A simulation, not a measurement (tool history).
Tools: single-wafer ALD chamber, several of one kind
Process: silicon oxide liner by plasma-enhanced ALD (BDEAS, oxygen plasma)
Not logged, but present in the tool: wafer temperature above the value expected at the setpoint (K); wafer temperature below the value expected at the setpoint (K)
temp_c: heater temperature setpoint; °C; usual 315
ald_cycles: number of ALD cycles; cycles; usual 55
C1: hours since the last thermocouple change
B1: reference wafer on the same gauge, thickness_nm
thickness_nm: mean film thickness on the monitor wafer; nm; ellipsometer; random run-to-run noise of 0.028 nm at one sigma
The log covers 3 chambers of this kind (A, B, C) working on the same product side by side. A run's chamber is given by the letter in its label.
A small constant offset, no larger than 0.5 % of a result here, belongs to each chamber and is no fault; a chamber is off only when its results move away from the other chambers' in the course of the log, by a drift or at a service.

Run 1C, hour 11.9: usual settings; C1 867.3; B1 4.6427. Result: thickness_nm 5.0584 nm.
Run 2A, hour 24.3: usual settings; C1 1699.7; B1 4.643. Result: thickness_nm 5.0635 nm.
At hour 26.5: chamber B: thermocouple changed; heater temperature recalibrated.
Run 3B, hour 31.7: usual settings; C1 5.2; B1 4.6474. Result: thickness_nm 5.0255 nm.
Run 4B, hour 41.1: usual settings; C1 14.6; B1 4.6472. Result: thickness_nm 5.06 nm.
Run 5A, hour 50.6: usual settings; C1 1726; B1 4.6315. Result: thickness_nm 5.0059 nm.
Run 6C, hour 60.6: usual settings but ald_cycles 46 cycles; C1 916; B1 4.6345. Result: thickness_nm 4.1766 nm.
Run 7A, hour 70.2: usual settings but ald_cycles 46 cycles; C1 1745.6; B1 4.6378. Result: thickness_nm 4.1774 nm.
Run 8C, hour 82: usual settings but ald_cycles 46 cycles; C1 937.4; B1 4.6431. Result: thickness_nm 4.1963 nm.
Run 9B, hour 95.4: usual settings; C1 68.9; B1 4.6416. Result: thickness_nm 5.0581 nm.
Run 10C, hour 104.6: usual settings; C1 960; B1 4.6436. Result: thickness_nm 4.9793 nm.
Run 11B, hour 118.1: usual settings; C1 91.6; B1 4.6404. Result: thickness_nm 4.991 nm.
Run 12A, hour 124.6: usual settings; C1 1800; B1 4.6486. Result: thickness_nm 5.0561 nm.
Run 13A, hour 132.5: usual settings but temp_c 308 °C; C1 1807.9; B1 4.6368. Result: thickness_nm 5.0727 nm.
Run 14C, hour 141: usual settings but temp_c 308 °C; C1 996.4; B1 4.6385. Result: thickness_nm 5.0835 nm.
Run 15B, hour 153.4: usual settings but temp_c 308 °C; C1 126.9; B1 4.6421. Result: thickness_nm 5.0665 nm.
Run 16A, hour 161.6: usual settings; C1 1837; B1 4.6389. Result: thickness_nm 4.9741 nm.
Run 17C, hour 173.2: usual settings; C1 1028.6; B1 4.638. Result: thickness_nm 4.9716 nm.
Run 18B, hour 186.2: usual settings; C1 159.7; B1 4.6389. Result: thickness_nm 5.0156 nm.
Run 19A, hour 192.4: usual settings; C1 1867.8; B1 4.637. Result: thickness_nm 5.007 nm.
Run 20C, hour 205.7: usual settings; C1 1061.1; B1 4.6473. Result: thickness_nm 4.9707 nm.
Run 21B, hour 213.2: usual settings; C1 186.7; B1 4.6367. Result: thickness_nm 5.0748 nm.
Run 22C, hour 226.7: usual settings; C1 1082.1; B1 4.6448. Result: thickness_nm 4.9476 nm.
Run 23B, hour 237.6: usual settings; C1 211.1; B1 4.6378. Result: thickness_nm 5.0324 nm.
Run 24A, hour 243.9: usual settings; C1 1919.3; B1 4.6427. Result: thickness_nm 5.0028 nm.
Run 25A, hour 255.4: usual settings; C1 1930.8; B1 4.6395. Result: thickness_nm 4.9971 nm.
Run 26C, hour 266.3: usual settings but temp_c 323 °C; C1 1121.7; B1 4.6363. Result: thickness_nm 4.9427 nm.
Run 27B, hour 276.6: usual settings but temp_c 323 °C; C1 250.1; B1 4.6415. Result: thickness_nm 4.9256 nm.
Run 28A, hour 289.5: usual settings but temp_c 323 °C; C1 1964.9; B1 4.6433. Result: thickness_nm 4.9277 nm.
Run 29B, hour 300.2: usual settings but temp_c 308 °C; C1 273.7; B1 4.6355. Result: thickness_nm 5.0689 nm.
Run 30C, hour 312.7: usual settings but temp_c 308 °C; C1 1168.1; B1 4.6374. Result: thickness_nm 5.0538 nm.
Run 31B, hour 320.9: usual settings but temp_c 308 °C; C1 294.4; B1 4.6378. Result: thickness_nm 5.0754 nm.
Run 32C, hour 332: usual settings; C1 1187.4; B1 4.642. Result: thickness_nm 4.9667 nm.
Run 33A, hour 344.2: usual settings; C1 2019.6; B1 4.6301. Result: thickness_nm 5.0214 nm.
Run 34B, hour 350.7: usual settings; C1 324.2; B1 4.6389. Result: thickness_nm 5.0699 nm.
Run 35A, hour 362.6: usual settings; C1 2038; B1 4.6393. Result: thickness_nm 4.9937 nm.
Run 36C, hour 375.4: usual settings; C1 1230.8; B1 4.6409. Result: thickness_nm 4.9675 nm.
Run 37B, hour 385.1: usual settings; C1 358.6; B1 4.644. Result: thickness_nm 5.0605 nm.
Run 38C, hour 398.6: usual settings; C1 1254; B1 4.6487. Result: thickness_nm 4.9826 nm.
Run 39A, hour 408.3: usual settings; C1 2083.7; B1 4.6403. Result: thickness_nm 5.0359 nm.
At hour 411.9: chamber A: thermocouple changed; heater temperature recalibrated.
Run 40A, hour 418.8: usual settings; C1 6.9; B1 4.6448. Result: thickness_nm 4.9911 nm.
Run 41B, hour 429.7: usual settings; C1 403.2; B1 4.6409. Result: thickness_nm 5.0486 nm.
Run 42C, hour 436.3: usual settings; C1 1291.7; B1 4.6397. Result: thickness_nm 4.988 nm.
Run 43B, hour 447.4: usual settings but temp_c 301 °C, ald_cycles 62 cycles; C1 420.9; B1 4.6406. Result: thickness_nm 5.7967 nm.
Run 44A, hour 457.6: usual settings but temp_c 301 °C, ald_cycles 62 cycles; C1 45.7; B1 4.6381. Result: thickness_nm 5.7456 nm.

One chamber off, gauge drift, or nothing amiss beyond the chambers' own small offsets? If it is a chamber, which one, and what is the likeliest cause?

Beyond each chamber's small constant offset nothing stands out, and the gauge stays steady.

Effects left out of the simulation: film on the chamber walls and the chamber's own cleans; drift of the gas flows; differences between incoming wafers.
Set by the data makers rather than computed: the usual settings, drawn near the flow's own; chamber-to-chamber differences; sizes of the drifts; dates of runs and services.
